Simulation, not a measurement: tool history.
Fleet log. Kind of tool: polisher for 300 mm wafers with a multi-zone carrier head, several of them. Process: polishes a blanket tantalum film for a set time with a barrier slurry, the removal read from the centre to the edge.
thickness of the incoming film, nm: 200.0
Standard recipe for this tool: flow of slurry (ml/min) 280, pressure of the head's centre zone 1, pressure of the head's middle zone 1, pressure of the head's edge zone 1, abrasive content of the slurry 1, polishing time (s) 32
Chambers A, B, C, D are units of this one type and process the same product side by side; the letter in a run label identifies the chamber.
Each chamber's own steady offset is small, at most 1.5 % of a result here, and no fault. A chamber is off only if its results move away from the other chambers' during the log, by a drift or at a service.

run	hour	flow of slurry (ml/min)	pressure of the head's centre zone	pressure of the head's middle zone	pressure of the head's edge zone	abrasive content of the slurry	polishing time (s)	film removed at the wafer's centre (angstrom)	film removed at mid-radius (angstrom)	film removed at the wafer's edge (angstrom)
1D	3.3	280	1	1	1	1	32	638.32	638.68	641.63
2C	6.7	280	1	1	1	1	32	632.24	631.28	639.58
3A	10.9	280	1	1	1	1	32	630.6	645.96	620.72
4B	15.9	280	1	1	1	1	32	633.47	638.29	631.1
5A	20	280	1	1	1	1	32	626.4	630.42	627.38
6D	24.2	280	1	1	1	1	32	632.9	637.47	646.31
# hour 24.7: chamber A: slurry nozzle cleaned
7B	28.7	280	1	1	1	1	32	628.04	648.49	637.7
8C	32.1	355	0.89	1	1	1	32	583.36	646.31	643.87
9B	36.6	355	0.89	1	1	1	32	561.24	657.83	651.45
10D	39.6	355	0.89	1	1	1	32	568.57	650.89	655.98
11A	43	355	0.89	1	1	1	32	574.37	644.39	635.19
# hour 45.5: chamber B: slurry nozzle cleaned
12C	46.4	280	1	1	1	1	32	644.54	635.6	637.86
13B	50.1	280	1	1	1	1	32	624.04	646.4	637.2
14A	53.9	365	1	1.1	1	1	32	637.42	707.06	644.12
15D	56.7	365	1	1.1	1	1	32	636.53	707.75	639.79
16C	59.7	365	1	1.1	1	1	32	658.46	701.59	654.48
17D	62	365	1	1.1	1	1	32	626.71	716.99	653.38
# hour 63.3: chamber B: worn pad replaced by a new one
18A	66.5	280	1	1	1	1	32	642.1	627.79	631.89
# hour 69.1: chamber D: worn pad replaced by a new one
19B	69.6	280	1	1	1	1	32	627.52	637.72	636.07
# hour 73.1: chamber D: edge zone pressure recalibrated
20C	73.4	280	1	1	1	1	32	631.64	637.18	640.32
21A	76.9	280	1	1	1	1.25	32	672.76	677.93	665.6
22C	80.3	280	1	1	1	1.25	32	683.72	681.19	667.63
# hour 82.2: chamber A: worn pad replaced by a new one
# hour 83.6: chamber C: edge zone pressure recalibrated
23D	83.9	280	1	1	1	1.25	32	621.79	666.34	678.45
24B	86.3	280	1	1	1	1.25	32	660.99	685.33	664.87
25B	90.7	280	1	1	1	1	32	622.06	641.22	637.57
26A	93.1	280	1	1	1	1	32	639.69	639.83	632.56
27C	95.6	280	1	1	1	1	32	635.45	641.54	632.11

Decide between three cases: one chamber stands off from its peers, the gauge reading all wafers drifts, or nothing is wrong past each chamber's small offset. Where a chamber is off, say which and what most likely put it there.

Chamber D drifts away from the others.
What lies behind it: centre zone's pressure below its setpoint, % = 7.36.

Chamber D could run next with any of the 4 candidate recipes listed below; each alters the usual settings, and their results appear as question marks. Which one brings its results back in line with what the other chambers deliver on the usual settings?
Counts as in line when no further than this from what the other chambers average on the usual settings: film removed at the wafer's centre (angstrom) 20; film removed at mid-radius (angstrom) 14; film removed at the wafer's edge (angstrom) 21
28D-1	99.3	285	1.07	0.99	0.97	1	32	?	?	?
28D-2	99.3	280	0.98	1	1.01	1	32	?	?	?
28D-3	99.3	275	0.93	1.01	1.03	1	32	?	?	?
28D-4	99.3	280	1.02	1	0.99	1	32	?	?	?

The other chambers' mean on the usual settings: film removed at the wafer's centre (angstrom) 633.73; film removed at mid-radius (angstrom) 637.01; film removed at the wafer's edge (angstrom) 633.39
run	film removed at the wafer's centre (angstrom)	film removed at mid-radius (angstrom)	film removed at the wafer's edge (angstrom)
28D-1	629.8	633.2	631.89
28D-2	571.29	638.23	644.46
28D-3	538.37	643.09	650.17
28D-4	596.75	638.11	637.69
It is 28D-1 that realigns the chamber with its peers.
